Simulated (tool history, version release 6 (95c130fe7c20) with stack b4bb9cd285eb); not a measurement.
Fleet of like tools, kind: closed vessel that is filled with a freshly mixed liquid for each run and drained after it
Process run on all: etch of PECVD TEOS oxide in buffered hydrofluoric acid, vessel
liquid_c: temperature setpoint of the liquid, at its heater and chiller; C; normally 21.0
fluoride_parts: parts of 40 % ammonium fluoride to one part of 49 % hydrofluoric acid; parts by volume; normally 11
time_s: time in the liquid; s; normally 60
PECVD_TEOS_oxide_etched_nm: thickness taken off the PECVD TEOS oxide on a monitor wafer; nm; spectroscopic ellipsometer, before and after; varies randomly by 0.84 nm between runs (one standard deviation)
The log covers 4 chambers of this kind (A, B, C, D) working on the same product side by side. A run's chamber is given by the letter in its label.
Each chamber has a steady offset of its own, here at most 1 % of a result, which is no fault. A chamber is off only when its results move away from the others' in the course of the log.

run   hour  liquid_c  fluoride_parts  time_s  read-back film thickness of the PECVD TEOS oxide reference wafer, read on the same gauge (nm)  PECVD_TEOS_oxide_etched_nm
 1B    5.1      21.0              11      60                                                                                         59.987                     103.490
 2C   10.7      21.0              11      60                                                                                         60.002                     104.040
 3D   15.6      21.0              11      60                                                                                         60.017                     103.120
 4A   20.2      21.0              11      60                                                                                         60.009                     102.790
 5C   28.6      21.0              11      60                                                                                         59.992                     103.320
 6A   36.0      21.0              11      60                                                                                         60.000                     103.250
 7D   40.9      19.5              11      60                                                                                         59.992                      94.508
 8B   48.3      19.5              11      60                                                                                         59.987                      95.059
 9D   54.0      19.5              11      60                                                                                         59.996                      94.606
10B   58.5      19.5              11      60                                                                                         60.000                      94.791
11C   66.5      21.0              11      60                                                                                         60.019                     103.890
12A   71.7      21.0              11      60                                                                                         60.006                     104.070
13A   76.6      21.0              11      60                                                                                         60.013                     102.530
14D   83.3      21.0              11      60                                                                                         60.020                     102.510
15C   90.8      21.0              11      60                                                                                         60.005                     106.310
16B   95.8      21.0              11      60                                                                                         59.996                     102.440
17B  104.1      21.0              11      90                                                                                         59.992                     156.270
18D  112.1      21.0              11      90                                                                                         60.006                     153.810
19C  116.5      21.0              11      90                                                                                         59.995                     157.640
20A  123.8      21.0              11      90                                                                                         59.996                     152.940
21D  132.3      21.0              11      60                                                                                         59.994                     103.060
22A  137.9      21.0              11      60                                                                                         59.987                     104.510
23C  143.4      21.0              11      60                                                                                         60.009                     103.350
24B  150.1      21.0              11      60                                                                                         59.999                     104.390
25D  158.8      17.0               7      60                                                                                         59.983                     126.440
26B  166.4      17.0               7      60                                                                                         60.010                     127.180
27A  171.0      17.0               7      60                                                                                         59.999                     126.690
28C  177.6      17.0               7      60                                                                                         59.977                     128.040
29C  184.7      21.0               9      70                                                                                         60.004                     141.880
     186.4  -- chamber D: thermometer replaced
30D  190.7      21.0               9      70                                                                                         59.997                     143.640
31A  196.1      21.0               9      70                                                                                         60.000                     142.510
32B  204.8      21.0               9      70                                                                                         59.990                     142.040
33A  213.6      21.0              11      60                                                                                         60.019                     104.530
34C  222.4      21.0              11      60                                                                                         60.004                     104.060
35D  228.2      21.0              11      60                                                                                         60.022                     102.310
36B  233.8      21.0              11      60                                                                                         59.998                     103.980
37B  240.2      21.0              11      35                                                                                         59.979                      60.241
38C  247.2      21.0              11      35                                                                                         60.004                      60.820

Next, all 4 chambers run the settings below, one line each with question marks for the results. What does each chamber give?
39A  253.8      21.0               7      60                                                                                                                          ?
39B  253.8      21.0               7      60                                                                                                                          ?
39C  253.8      21.0               7      60                                                                                                                          ?
39D  253.8      21.0               7      60                                                                                                                          ?

run  PECVD_TEOS_oxide_etched_nm
39A                     160.930
39B                     159.070
39C                     161.230
39D                     156.400
